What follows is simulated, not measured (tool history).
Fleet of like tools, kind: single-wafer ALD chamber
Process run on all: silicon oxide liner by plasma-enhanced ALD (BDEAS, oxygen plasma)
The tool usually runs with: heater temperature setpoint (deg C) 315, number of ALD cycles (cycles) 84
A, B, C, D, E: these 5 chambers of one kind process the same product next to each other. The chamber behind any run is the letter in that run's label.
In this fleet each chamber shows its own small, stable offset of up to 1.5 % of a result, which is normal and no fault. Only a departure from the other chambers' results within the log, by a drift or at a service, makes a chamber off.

run,hour,heater temperature setpoint (deg C),number of ALD cycles (cycles),hours since the last thermocouple change,"read-back reference wafer on the same gauge, thickness_nm",mean film thickness on the monitor wafer (Å)
1B,10.8,315,84,131.9,6.2117,77.311
2E,23.9,315,84,163.5,6.2123,76.457
3A,31.9,315,84,53.1,6.2132,76.238
4C,41.9,315,84,2000.6,6.2127,76.44
5D,50.7,315,84,278.6,6.2164,76.306
# hour 57.7: chamber C: thermocouple changed; heater temperature recalibrated
6D,62,315,84,289.9,6.2165,76.231
7A,76.6,315,84,97.8,6.2171,76.356
8E,84.3,315,84,223.9,6.2177,76.27
9B,94.4,315,84,215.5,6.219,77.528
10C,106.5,315,84,48.8,6.217,76.795
11D,114.6,315,84,342.5,6.2223,76.353
12B,127.4,315,84,248.5,6.2206,77.561
13A,141.2,315,84,162.4,6.2225,76.207
14E,147.7,315,84,287.3,6.2225,76.507
15C,155.7,315,84,98,6.2221,76.95
16C,168.7,315,84,111,6.2216,76.847
17B,180.3,315,84,301.4,6.2256,77.605
18A,191.3,324,84,212.5,6.2234,75.316
19D,201.3,324,84,429.2,6.2278,75.617
20E,209.1,324,84,348.7,6.2287,75.587
21C,218.7,324,84,161,6.2296,75.724
22A,227,324,84,248.2,6.2301,75.437
23B,236.3,315,84,357.4,6.2296,77.657
24E,243.5,315,84,383.1,6.2315,76.545
25D,258.2,315,84,486.1,6.2306,76.378
26C,271.3,315,84,213.6,6.2331,76.983
27B,283.4,315,84,404.5,6.2357,77.841
28E,296.6,315,84,436.2,6.2354,76.64
29D,309.7,315,84,537.6,6.2378,76.608
30A,321.3,315,84,342.5,6.2387,76.288
31C,329.2,315,84,271.5,6.2362,76.855
32E,337,315,84,476.6,6.239,76.443
33A,345,315,84,366.2,6.2393,76.507
34B,358.7,315,84,479.8,6.2434,77.749
35D,366.5,315,84,594.4,6.2429,76.874
36E,378.5,315,84,518.1,6.2426,76.857
37B,391.4,315,95,512.5,6.2428,87.979
38C,402,315,95,344.3,6.2453,86.929
39D,416,315,95,643.9,6.2441,86.669
40A,431.2,315,95,452.4,6.247,86.86

Next, every chamber runs the same settings. What will each give?
41A,442,315,84,,,?
41B,442,315,84,,,?
41C,442,315,84,,,?
41D,442,315,84,,,?
41E,442,315,84,,,?

run,mean film thickness on the monitor wafer (Å)
41A,76.675
41B,77.799
41C,77.024
41D,76.574
41E,76.894
